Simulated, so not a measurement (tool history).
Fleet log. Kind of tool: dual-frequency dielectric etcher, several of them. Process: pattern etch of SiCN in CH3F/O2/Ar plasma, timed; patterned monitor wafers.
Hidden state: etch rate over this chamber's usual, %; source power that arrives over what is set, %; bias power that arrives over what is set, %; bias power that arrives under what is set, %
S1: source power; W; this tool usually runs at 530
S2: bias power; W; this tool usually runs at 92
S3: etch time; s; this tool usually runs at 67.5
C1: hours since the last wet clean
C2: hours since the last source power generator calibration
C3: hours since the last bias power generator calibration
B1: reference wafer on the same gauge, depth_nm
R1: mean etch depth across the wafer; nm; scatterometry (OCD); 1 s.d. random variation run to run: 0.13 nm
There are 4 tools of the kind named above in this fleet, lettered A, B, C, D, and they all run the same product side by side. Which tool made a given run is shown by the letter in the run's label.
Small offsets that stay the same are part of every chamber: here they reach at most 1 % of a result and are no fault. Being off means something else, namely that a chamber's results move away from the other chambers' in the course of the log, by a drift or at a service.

run 1A hour=5.3 | S1=530 S2=92 S3=67.5 | C1=169.8 C2=3048.2 C3=758.1 | B1=30.415 | R1=30.56
run 2C hour=8.8 | S1=530 S2=92 S3=67.5 | C1=482.3 C2=1621.4 C3=25.7 | B1=30.404 | R1=30.608
run 3B hour=13.3 | S1=530 S2=92 S3=67.5 | C1=118.4 C2=2014.3 C3=941.2 | B1=30.396 | R1=31.042
run 4D hour=17.2 | S1=530 S2=92 S3=67.5 | C1=43.3 C2=1014.7 C3=139.4 | B1=30.422 | R1=30.211
run 5B hour=19.8 | S1=530 S2=92 S3=67.5 | C1=124.9 C2=2020.8 C3=947.7 | B1=30.378 | R1=30.813
run 6C hour=23.9 | S1=530 S2=92 S3=67.5 | C1=497.4 C2=1636.5 C3=40.8 | B1=30.409 | R1=30.554
run 7D hour=26.6 | S1=530 S2=92 S3=67.5 | C1=52.7 C2=1024.1 C3=148.8 | B1=30.406 | R1=30.535
run 8A hour=29.9 | S1=530 S2=92 S3=67.5 | C1=194.4 C2=3072.8 C3=782.7 | B1=30.396 | R1=30.484
run 9D hour=34.1 | S1=530 S2=92 S3=67.5 | C1=60.2 C2=1031.6 C3=156.3 | B1=30.383 | R1=30.521
run 10C hour=37 | S1=530 S2=92 S3=67.5 | C1=510.5 C2=1649.6 C3=53.9 | B1=30.426 | R1=30.292
run 11B hour=40.6 | S1=410 S2=111 S3=67.5 | C1=145.7 C2=2041.6 C3=968.5 | B1=30.383 | R1=30.176
run 12A hour=43.9 | S1=410 S2=111 S3=67.5 | C1=208.4 C2=3086.8 C3=796.7 | B1=30.404 | R1=29.884
run 13D hour=47.7 | S1=410 S2=111 S3=67.5 | C1=73.8 C2=1045.2 C3=169.9 | B1=30.382 | R1=29.757
run 14C hour=51.6 | S1=410 S2=111 S3=67.5 | C1=525.1 C2=1664.2 C3=68.5 | B1=30.4 | R1=29.609
run 15B hour=55.3 | S1=530 S2=92 S3=67.5 | C1=160.4 C2=2056.3 C3=983.2 | B1=30.393 | R1=30.909
run 16A hour=60 | S1=530 S2=92 S3=67.5 | C1=224.5 C2=3102.9 C3=812.8 | B1=30.419 | R1=30.68
run 17D hour=63.4 | S1=530 S2=92 S3=67.5 | C1=89.5 C2=1060.9 C3=185.6 | B1=30.379 | R1=30.588
-- hour=64.1 chamber C: wet clean of the chamber
run 18A hour=67.9 | S1=530 S2=92 S3=67.5 | C1=232.4 C2=3110.8 C3=820.7 | B1=30.375 | R1=30.62
run 19B hour=72.4 | S1=530 S2=92 S3=67.5 | C1=177.5 C2=2073.4 C3=1000.3 | B1=30.397 | R1=30.689
run 20C hour=75.4 | S1=530 S2=92 S3=67.5 | C1=11.3 C2=1688 C3=92.3 | B1=30.409 | R1=31.604
run 21C hour=78.7 | S1=530 S2=92 S3=67.5 | C1=14.6 C2=1691.3 C3=95.6 | B1=30.393 | R1=31.517
run 22D hour=82.1 | S1=530 S2=92 S3=67.5 | C1=108.2 C2=1079.6 C3=204.3 | B1=30.4 | R1=30.324
run 23B hour=85.9 | S1=530 S2=113 S3=79 | C1=191 C2=2086.9 C3=1013.8 | B1=30.404 | R1=38.897
run 24A hour=90.7 | S1=530 S2=113 S3=79 | C1=255.2 C2=3133.6 C3=843.5 | B1=30.398 | R1=38.672
run 25C hour=94.7 | S1=530 S2=113 S3=79 | C1=30.6 C2=1707.3 C3=111.6 | B1=30.361 | R1=40.127
run 26A hour=98 | S1=530 S2=113 S3=79 | C1=262.5 C2=3140.9 C3=850.8 | B1=30.439 | R1=38.458
run 27B hour=102.2 | S1=530 S2=102 S3=55.5 | C1=207.3 C2=2103.2 C3=1030.1 | B1=30.386 | R1=26.302
run 28D hour=104.8 | S1=530 S2=102 S3=55.5 | C1=130.9 C2=1102.3 C3=227 | B1=30.408 | R1=26.089
run 29B hour=107.5 | S1=530 S2=102 S3=55.5 | C1=212.6 C2=2108.5 C3=1035.4 | B1=30.405 | R1=26.282
run 30A hour=112.1 | S1=530 S2=102 S3=55.5 | C1=276.6 C2=3155 C3=864.9 | B1=30.412 | R1=26.205
run 31C hour=117.2 | S1=530 S2=108 S3=61.5 | C1=53.1 C2=1729.8 C3=134.1 | B1=30.441 | R1=30.702
run 32D hour=120.6 | S1=530 S2=108 S3=61.5 | C1=146.7 C2=1118.1 C3=242.8 | B1=30.396 | R1=29.31
run 33B hour=124.9 | S1=530 S2=108 S3=61.5 | C1=230 C2=2125.9 C3=1052.8 | B1=30.417 | R1=29.79
run 34D hour=129.9 | S1=530 S2=108 S3=61.5 | C1=156 C2=1127.4 C3=252.1 | B1=30.402 | R1=29.434

The same settings go to every chamber for the next run, one line per chamber below. Forecast the results for each:
run 35A hour=133.9 | S1=530 S2=92 S3=67.5 | R1=?
run 35B hour=133.9 | S1=530 S2=92 S3=67.5 | R1=?
run 35C hour=133.9 | S1=530 S2=92 S3=67.5 | R1=?
run 35D hour=133.9 | S1=530 S2=92 S3=67.5 | R1=?

run=35A R1=30.423
run=35B R1=30.886
run=35C R1=31.722
run=35D R1=30.679
